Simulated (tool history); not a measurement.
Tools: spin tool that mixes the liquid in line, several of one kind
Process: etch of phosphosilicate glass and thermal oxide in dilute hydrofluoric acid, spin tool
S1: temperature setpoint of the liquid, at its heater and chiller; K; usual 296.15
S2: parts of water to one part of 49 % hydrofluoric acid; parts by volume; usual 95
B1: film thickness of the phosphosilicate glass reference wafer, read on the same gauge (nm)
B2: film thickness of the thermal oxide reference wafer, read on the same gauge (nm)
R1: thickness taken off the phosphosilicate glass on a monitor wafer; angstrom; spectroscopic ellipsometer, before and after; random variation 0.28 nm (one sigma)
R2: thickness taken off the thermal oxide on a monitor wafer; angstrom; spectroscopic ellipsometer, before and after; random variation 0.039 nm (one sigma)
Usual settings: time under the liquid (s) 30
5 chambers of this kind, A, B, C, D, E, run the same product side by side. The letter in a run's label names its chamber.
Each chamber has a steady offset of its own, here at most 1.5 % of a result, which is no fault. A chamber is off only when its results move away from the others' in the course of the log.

run 1A day=0.321 | S1=296.15 S2=95 time_under_the_liquid_(s)=30 | B1=29.997 B2=150.01 | R1=512.12 R2=14.0210
run 2C day=0.542 | S1=296.15 S2=95 time_under_the_liquid_(s)=30 | B1=30.003 B2=150.00 | R1=506.65 R2=13.6750
run 3E day=0.842 | S1=296.15 S2=95 time_under_the_liquid_(s)=30 | B1=29.993 B2=149.99 | R1=509.78 R2=14.3350
run 4B day=1.029 | S1=296.15 S2=95 time_under_the_liquid_(s)=30 | B1=30.011 B2=149.95 | R1=511.50 R2=13.7730
run 5D day=1.271 | S1=296.15 S2=95 time_under_the_liquid_(s)=30 | B1=30.006 B2=150.01 | R1=512.40 R2=14.6980
run 6B day=1.554 | S1=292.65 S2=115 time_under_the_liquid_(s)=30 | B1=30.004 B2=150.00 | R1=353.94 R2=9.5823
run 7C day=1.892 | S1=292.65 S2=115 time_under_the_liquid_(s)=30 | B1=30.000 B2=149.99 | R1=358.08 R2=10.0620
run 8D day=2.071 | S1=292.65 S2=115 time_under_the_liquid_(s)=30 | B1=29.995 B2=149.94 | R1=358.50 R2=9.6895
run 9A day=2.417 | S1=292.65 S2=115 time_under_the_liquid_(s)=30 | B1=30.014 B2=150.00 | R1=358.48 R2=10.3540
run 10E day=2.762 | S1=292.65 S2=115 time_under_the_liquid_(s)=30 | B1=30.016 B2=150.02 | R1=355.57 R2=9.9701
run 11D day=2.950 | S1=296.15 S2=95 time_under_the_liquid_(s)=30 | B1=29.989 B2=149.99 | R1=506.03 R2=13.8220
run 12E day=3.175 | S1=296.15 S2=95 time_under_the_liquid_(s)=30 | B1=30.008 B2=150.02 | R1=508.29 R2=14.9280
-- day=3.354 chamber A: thermometer replaced
run 13C day=3.392 | S1=296.15 S2=95 time_under_the_liquid_(s)=30 | B1=29.998 B2=150.03 | R1=508.94 R2=13.7250
run 14B day=3.767 | S1=296.15 S2=95 time_under_the_liquid_(s)=30 | B1=29.980 B2=150.03 | R1=508.85 R2=13.7640
run 15A day=4.146 | S1=296.15 S2=95 time_under_the_liquid_(s)=15 | B1=30.014 B2=149.95 | R1=257.66 R2=6.6050
run 16C day=4.333 | S1=296.15 S2=95 time_under_the_liquid_(s)=15 | B1=29.980 B2=150.01 | R1=254.04 R2=7.0865
run 17D day=4.667 | S1=296.15 S2=95 time_under_the_liquid_(s)=15 | B1=29.997 B2=150.03 | R1=257.45 R2=7.0175
run 18B day=5.008 | S1=296.15 S2=95 time_under_the_liquid_(s)=15 | B1=29.979 B2=149.99 | R1=249.84 R2=6.9946
run 19A day=5.271 | S1=296.15 S2=95 time_under_the_liquid_(s)=15 | B1=29.994 B2=150.01 | R1=255.64 R2=6.7777
run 20E day=5.596 | S1=296.15 S2=95 time_under_the_liquid_(s)=30 | B1=29.999 B2=150.00 | R1=512.29 R2=14.2480
run 21E day=5.892 | S1=296.15 S2=95 time_under_the_liquid_(s)=30 | B1=30.023 B2=149.98 | R1=501.96 R2=13.9770
run 22D day=6.150 | S1=296.15 S2=95 time_under_the_liquid_(s)=30 | B1=30.007 B2=150.01 | R1=513.57 R2=14.6930
run 23B day=6.388 | S1=296.15 S2=95 time_under_the_liquid_(s)=30 | B1=29.988 B2=150.02 | R1=507.14 R2=14.5100
run 24A day=6.704 | S1=296.15 S2=95 time_under_the_liquid_(s)=30 | B1=29.998 B2=149.95 | R1=509.34 R2=14.0220
run 25C day=6.888 | S1=296.15 S2=95 time_under_the_liquid_(s)=30 | B1=30.003 B2=150.04 | R1=503.70 R2=14.8090
run 26D day=7.112 | S1=296.15 S2=95 time_under_the_liquid_(s)=30 | B1=30.009 B2=150.01 | R1=512.09 R2=14.0260
run 27A day=7.342 | S1=296.15 S2=95 time_under_the_liquid_(s)=20 | B1=30.001 B2=149.96 | R1=341.18 R2=9.6905
-- day=7.408 chamber D: hydrofluoric acid flow meter replaced
run 28B day=7.542 | S1=296.15 S2=95 time_under_the_liquid_(s)=20 | B1=29.992 B2=150.00 | R1=335.95 R2=9.4636
run 29E day=7.871 | S1=296.15 S2=95 time_under_the_liquid_(s)=20 | B1=30.008 B2=149.98 | R1=335.10 R2=9.6300
run 30C day=8.079 | S1=296.15 S2=95 time_under_the_liquid_(s)=20 | B1=29.997 B2=149.98 | R1=341.14 R2=9.2469
run 31B day=8.317 | S1=296.15 S2=95 time_under_the_liquid_(s)=20 | B1=30.000 B2=149.99 | R1=337.63 R2=8.9377
-- day=8.583 chamber B: thermometer replaced
run 32D day=8.671 | S1=296.15 S2=95 time_under_the_liquid_(s)=30 | B1=29.990 B2=149.99 | R1=510.24 R2=13.8760
run 33A day=9.008 | S1=296.15 S2=95 time_under_the_liquid_(s)=30 | B1=29.986 B2=150.00 | R1=514.95 R2=14.2180
run 34C day=9.279 | S1=296.15 S2=95 time_under_the_liquid_(s)=30 | B1=30.010 B2=149.99 | R1=511.36 R2=14.3830
run 35E day=9.542 | S1=296.15 S2=95 time_under_the_liquid_(s)=30 | B1=30.000 B2=149.98 | R1=504.82 R2=15.0250
run 36C day=9.888 | S1=296.15 S2=95 time_under_the_liquid_(s)=30 | B1=30.001 B2=150.01 | R1=510.16 R2=14.6650
run 37D day=10.258 | S1=296.15 S2=95 time_under_the_liquid_(s)=30 | B1=30.000 B2=149.98 | R1=509.30 R2=14.7010
run 38E day=10.642 | S1=291.65 S2=95 time_under_the_liquid_(s)=30 | B1=29.985 B2=149.98 | R1=422.14 R2=12.0450
run 39B day=11.025 | S1=291.65 S2=95 time_under_the_liquid_(s)=30 | B1=30.008 B2=150.01 | R1=422.45 R2=12.0430

All 5 chambers run these settings next. Forecast each chamber's results:
run 40A day=11.304 | S1=296.15 S2=95 time_under_the_liquid_(s)=30 | R1=? R2=?
run 40B day=11.304 | S1=296.15 S2=95 time_under_the_liquid_(s)=30 | R1=? R2=?
run 40C day=11.304 | S1=296.15 S2=95 time_under_the_liquid_(s)=30 | R1=? R2=?
run 40D day=11.304 | S1=296.15 S2=95 time_under_the_liquid_(s)=30 | R1=? R2=?
run 40E day=11.304 | S1=296.15 S2=95 time_under_the_liquid_(s)=30 | R1=? R2=?

run=40A R1=512.42 R2=14.1470
run=40B R1=503.45 R2=14.5460
run=40C R1=509.83 R2=14.0530
run=40D R1=507.09 R2=13.9270
run=40E R1=504.49 R2=14.1140
